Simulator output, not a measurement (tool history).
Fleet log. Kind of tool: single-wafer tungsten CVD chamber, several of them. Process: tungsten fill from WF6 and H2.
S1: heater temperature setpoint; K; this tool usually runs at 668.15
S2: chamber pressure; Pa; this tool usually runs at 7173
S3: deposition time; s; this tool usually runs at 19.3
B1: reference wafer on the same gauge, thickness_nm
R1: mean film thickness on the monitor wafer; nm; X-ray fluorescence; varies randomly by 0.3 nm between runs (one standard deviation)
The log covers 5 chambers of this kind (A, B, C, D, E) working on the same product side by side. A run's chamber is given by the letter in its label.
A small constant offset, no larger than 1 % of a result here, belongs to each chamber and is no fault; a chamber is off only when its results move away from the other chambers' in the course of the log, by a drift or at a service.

{"run": "1E", "hour": 6.1, "S1": 668.15, "S2": 7173, "S3": 19.3, "B1": 70.863, "R1": 66.766}
{"run": "2B", "hour": 9.9, "S1": 668.15, "S2": 7173, "S3": 19.3, "B1": 70.94, "R1": 67.156}
{"run": "3A", "hour": 15.8, "S1": 668.15, "S2": 7173, "S3": 19.3, "B1": 70.865, "R1": 67.163}
{"run": "4C", "hour": 23.0, "S1": 668.15, "S2": 7173, "S3": 19.3, "B1": 70.913, "R1": 67.244}
{"run": "5D", "hour": 29.7, "S1": 668.15, "S2": 7173, "S3": 19.3, "B1": 70.866, "R1": 66.808}
{"run": "6B", "hour": 35.4, "S1": 668.15, "S2": 7173, "S3": 19.3, "B1": 70.891, "R1": 67.0}
{"run": "7A", "hour": 41.2, "S1": 668.15, "S2": 7173, "S3": 19.3, "B1": 70.935, "R1": 66.77}
{"hour": 45.4, "done": "chamber E: thermocouple changed; heater temperature recalibrated"}
{"run": "8D", "hour": 48.4, "S1": 668.15, "S2": 7173, "S3": 19.3, "B1": 70.894, "R1": 66.643}
{"run": "9C", "hour": 54.0, "S1": 668.15, "S2": 7173, "S3": 19.3, "B1": 70.852, "R1": 67.049}
{"run": "10E", "hour": 60.1, "S1": 662.15, "S2": 7173, "S3": 19.3, "B1": 70.892, "R1": 59.242}
{"run": "11D", "hour": 65.7, "S1": 662.15, "S2": 7173, "S3": 19.3, "B1": 70.966, "R1": 58.961}
{"run": "12B", "hour": 69.9, "S1": 662.15, "S2": 7173, "S3": 19.3, "B1": 70.943, "R1": 60.522}
{"run": "13E", "hour": 77.0, "S1": 662.15, "S2": 7173, "S3": 19.3, "B1": 70.835, "R1": 60.093}
{"run": "14C", "hour": 85.1, "S1": 662.15, "S2": 7173, "S3": 19.3, "B1": 70.856, "R1": 59.874}
{"run": "15A", "hour": 89.5, "S1": 668.15, "S2": 7173, "S3": 19.3, "B1": 70.894, "R1": 66.971}
{"run": "16A", "hour": 93.7, "S1": 668.15, "S2": 7173, "S3": 19.3, "B1": 70.97, "R1": 67.296}
{"run": "17C", "hour": 99.6, "S1": 668.15, "S2": 7173, "S3": 19.3, "B1": 71.038, "R1": 66.769}
{"run": "18B", "hour": 105.3, "S1": 661.15, "S2": 6119, "S3": 19.3, "B1": 70.921, "R1": 54.987}
{"run": "19D", "hour": 113.9, "S1": 661.15, "S2": 6119, "S3": 19.3, "B1": 70.961, "R1": 54.506}
{"run": "20E", "hour": 117.9, "S1": 661.15, "S2": 6119, "S3": 19.3, "B1": 70.913, "R1": 54.875}
{"run": "21B", "hour": 124.7, "S1": 661.15, "S2": 6119, "S3": 19.3, "B1": 70.895, "R1": 54.755}
{"hour": 127.6, "done": "chamber B: capacitance manometer re-zeroed and calibrated"}
{"run": "22E", "hour": 131.0, "S1": 661.15, "S2": 6119, "S3": 19.3, "B1": 70.926, "R1": 54.535}
{"run": "23C", "hour": 135.5, "S1": 668.15, "S2": 7173, "S3": 19.3, "B1": 70.973, "R1": 67.181}
{"run": "24D", "hour": 139.5, "S1": 668.15, "S2": 7173, "S3": 19.3, "B1": 70.889, "R1": 66.425}
{"run": "25A", "hour": 148.1, "S1": 668.15, "S2": 7173, "S3": 19.3, "B1": 70.844, "R1": 66.755}
{"run": "26B", "hour": 153.4, "S1": 668.15, "S2": 8173, "S3": 19.3, "B1": 70.927, "R1": 70.487}
{"run": "27A", "hour": 160.1, "S1": 668.15, "S2": 8173, "S3": 19.3, "B1": 70.942, "R1": 71.388}
{"run": "28D", "hour": 167.1, "S1": 668.15, "S2": 8173, "S3": 19.3, "B1": 70.998, "R1": 70.618}
{"run": "29C", "hour": 172.9, "S1": 668.15, "S2": 8173, "S3": 19.3, "B1": 71.004, "R1": 71.433}
{"run": "30E", "hour": 179.5, "S1": 668.15, "S2": 8173, "S3": 19.3, "B1": 70.869, "R1": 70.911}
{"run": "31D", "hour": 188.3, "S1": 668.15, "S2": 7173, "S3": 19.3, "B1": 70.891, "R1": 66.089}
{"run": "32C", "hour": 196.2, "S1": 668.15, "S2": 7173, "S3": 19.3, "B1": 70.92, "R1": 67.012}
{"run": "33E", "hour": 202.9, "S1": 668.15, "S2": 7173, "S3": 19.3, "B1": 70.886, "R1": 66.898}
{"run": "34B", "hour": 211.1, "S1": 668.15, "S2": 7173, "S3": 19.3, "B1": 70.857, "R1": 67.392}
{"run": "35A", "hour": 219.2, "S1": 668.15, "S2": 7173, "S3": 19.3, "B1": 70.932, "R1": 67.422}
{"run": "36B", "hour": 225.6, "S1": 660.15, "S2": 7173, "S3": 16.8, "B1": 70.96, "R1": 49.749}
{"run": "37E", "hour": 232.2, "S1": 660.15, "S2": 7173, "S3": 16.8, "B1": 70.888, "R1": 49.987}
{"run": "38C", "hour": 240.7, "S1": 660.15, "S2": 7173, "S3": 16.8, "B1": 70.89, "R1": 49.919}
{"run": "39D", "hour": 245.7, "S1": 660.15, "S2": 7173, "S3": 16.8, "B1": 70.891, "R1": 49.9}
{"run": "40A", "hour": 250.5, "S1": 660.15, "S2": 7173, "S3": 16.8, "B1": 70.837, "R1": 50.142}
{"run": "41C", "hour": 257.2, "S1": 668.15, "S2": 7173, "S3": 19.3, "B1": 70.868, "R1": 66.607}

For the next run the whole fleet of 5 chambers uses the same settings. Give each chamber's results:
{"run": "42A", "hour": 263.6, "S1": 668.15, "S2": 8773, "S3": 19.3, "R1": "?"}
{"run": "42B", "hour": 263.6, "S1": 668.15, "S2": 8773, "S3": 19.3, "R1": "?"}
{"run": "42C", "hour": 263.6, "S1": 668.15, "S2": 8773, "S3": 19.3, "R1": "?"}
{"run": "42D", "hour": 263.6, "S1": 668.15, "S2": 8773, "S3": 19.3, "R1": "?"}
{"run": "42E", "hour": 263.6, "S1": 668.15, "S2": 8773, "S3": 19.3, "R1": "?"}

run=42A R1=73.587
run=42B R1=74.031
run=42C R1=73.210
run=42D R1=71.771
run=42E R1=72.740
